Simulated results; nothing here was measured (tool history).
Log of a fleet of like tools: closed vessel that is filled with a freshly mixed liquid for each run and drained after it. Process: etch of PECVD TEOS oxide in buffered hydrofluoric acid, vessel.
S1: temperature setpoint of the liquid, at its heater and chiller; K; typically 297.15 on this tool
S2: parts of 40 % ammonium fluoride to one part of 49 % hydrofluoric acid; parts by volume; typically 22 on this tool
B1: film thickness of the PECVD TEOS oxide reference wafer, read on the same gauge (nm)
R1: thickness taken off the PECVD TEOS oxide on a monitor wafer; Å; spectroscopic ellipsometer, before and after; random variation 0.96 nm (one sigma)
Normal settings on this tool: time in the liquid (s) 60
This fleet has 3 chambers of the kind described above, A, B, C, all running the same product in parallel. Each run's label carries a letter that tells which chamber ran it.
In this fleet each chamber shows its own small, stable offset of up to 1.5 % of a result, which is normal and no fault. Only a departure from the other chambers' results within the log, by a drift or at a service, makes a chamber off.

run 1B hour=2.6 | S1=297.15 S2=22 time_in_the_liquid_(s)=60 | B1=150.04 | R1=1078.9
run 2A hour=7.7 | S1=297.15 S2=22 time_in_the_liquid_(s)=60 | B1=150.01 | R1=1087.5
run 3C hour=12.2 | S1=297.15 S2=22 time_in_the_liquid_(s)=60 | B1=149.99 | R1=1076.3
run 4B hour=17.1 | S1=297.15 S2=22 time_in_the_liquid_(s)=60 | B1=150 | R1=1057
run 5A hour=20.2 | S1=297.15 S2=22 time_in_the_liquid_(s)=60 | B1=149.97 | R1=1101.6
run 6C hour=23.1 | S1=297.15 S2=22 time_in_the_liquid_(s)=60 | B1=150.04 | R1=1101.7
run 7C hour=28.1 | S1=295.15 S2=22 time_in_the_liquid_(s)=60 | B1=149.97 | R1=979.66
run 8B hour=32 | S1=295.15 S2=22 time_in_the_liquid_(s)=60 | B1=150.01 | R1=974.98
run 9A hour=34.7 | S1=295.15 S2=22 time_in_the_liquid_(s)=60 | B1=150 | R1=981.72
run 10A hour=39.8 | S1=297.15 S2=22 time_in_the_liquid_(s)=60 | B1=150.01 | R1=1089.6
run 11C hour=42.6 | S1=297.15 S2=22 time_in_the_liquid_(s)=60 | B1=150 | R1=1089.3
run 12B hour=47.2 | S1=297.15 S2=22 time_in_the_liquid_(s)=60 | B1=149.99 | R1=1099.8
run 13C hour=51.1 | S1=297.15 S2=22 time_in_the_liquid_(s)=60 | B1=149.98 | R1=1079.5
run 14A hour=56.2 | S1=297.15 S2=22 time_in_the_liquid_(s)=60 | B1=150.01 | R1=1074.8
run 15B hour=59.3 | S1=297.15 S2=22 time_in_the_liquid_(s)=60 | B1=150.01 | R1=1079.8
run 16C hour=62.8 | S1=297.15 S2=22 time_in_the_liquid_(s)=60 | B1=150 | R1=1089.5
run 17A hour=66.7 | S1=297.15 S2=22 time_in_the_liquid_(s)=60 | B1=149.99 | R1=1093.6
run 18B hour=70.1 | S1=297.15 S2=22 time_in_the_liquid_(s)=60 | B1=150.01 | R1=1076.4
run 19C hour=72.5 | S1=297.15 S2=22 time_in_the_liquid_(s)=60 | B1=150.03 | R1=1095.9
run 20B hour=74.9 | S1=297.15 S2=22 time_in_the_liquid_(s)=60 | B1=149.97 | R1=1065.1
run 21A hour=78.5 | S1=297.15 S2=22 time_in_the_liquid_(s)=60 | B1=150.04 | R1=1082.8
run 22A hour=81.8 | S1=297.15 S2=22 time_in_the_liquid_(s)=60 | B1=149.99 | R1=1080.3
run 23C hour=84.7 | S1=297.15 S2=18.5 time_in_the_liquid_(s)=60 | B1=150 | R1=1262.7
run 24B hour=88.1 | S1=297.15 S2=18.5 time_in_the_liquid_(s)=60 | B1=149.97 | R1=1249.4
run 25C hour=93.1 | S1=297.15 S2=18.5 time_in_the_liquid_(s)=60 | B1=150.01 | R1=1261
run 26A hour=97.7 | S1=297.15 S2=22 time_in_the_liquid_(s)=60 | B1=150.02 | R1=1097.2
run 27B hour=100.2 | S1=297.15 S2=22 time_in_the_liquid_(s)=60 | B1=149.99 | R1=1063.8

Does one chamber stand apart from the rest, does the shared gauge drift, or is all well apart from small per-chamber offsets? Give the chamber and the most likely cause, where there is one.

No chamber stands off beyond its own small offset, and the gauge holds steady.
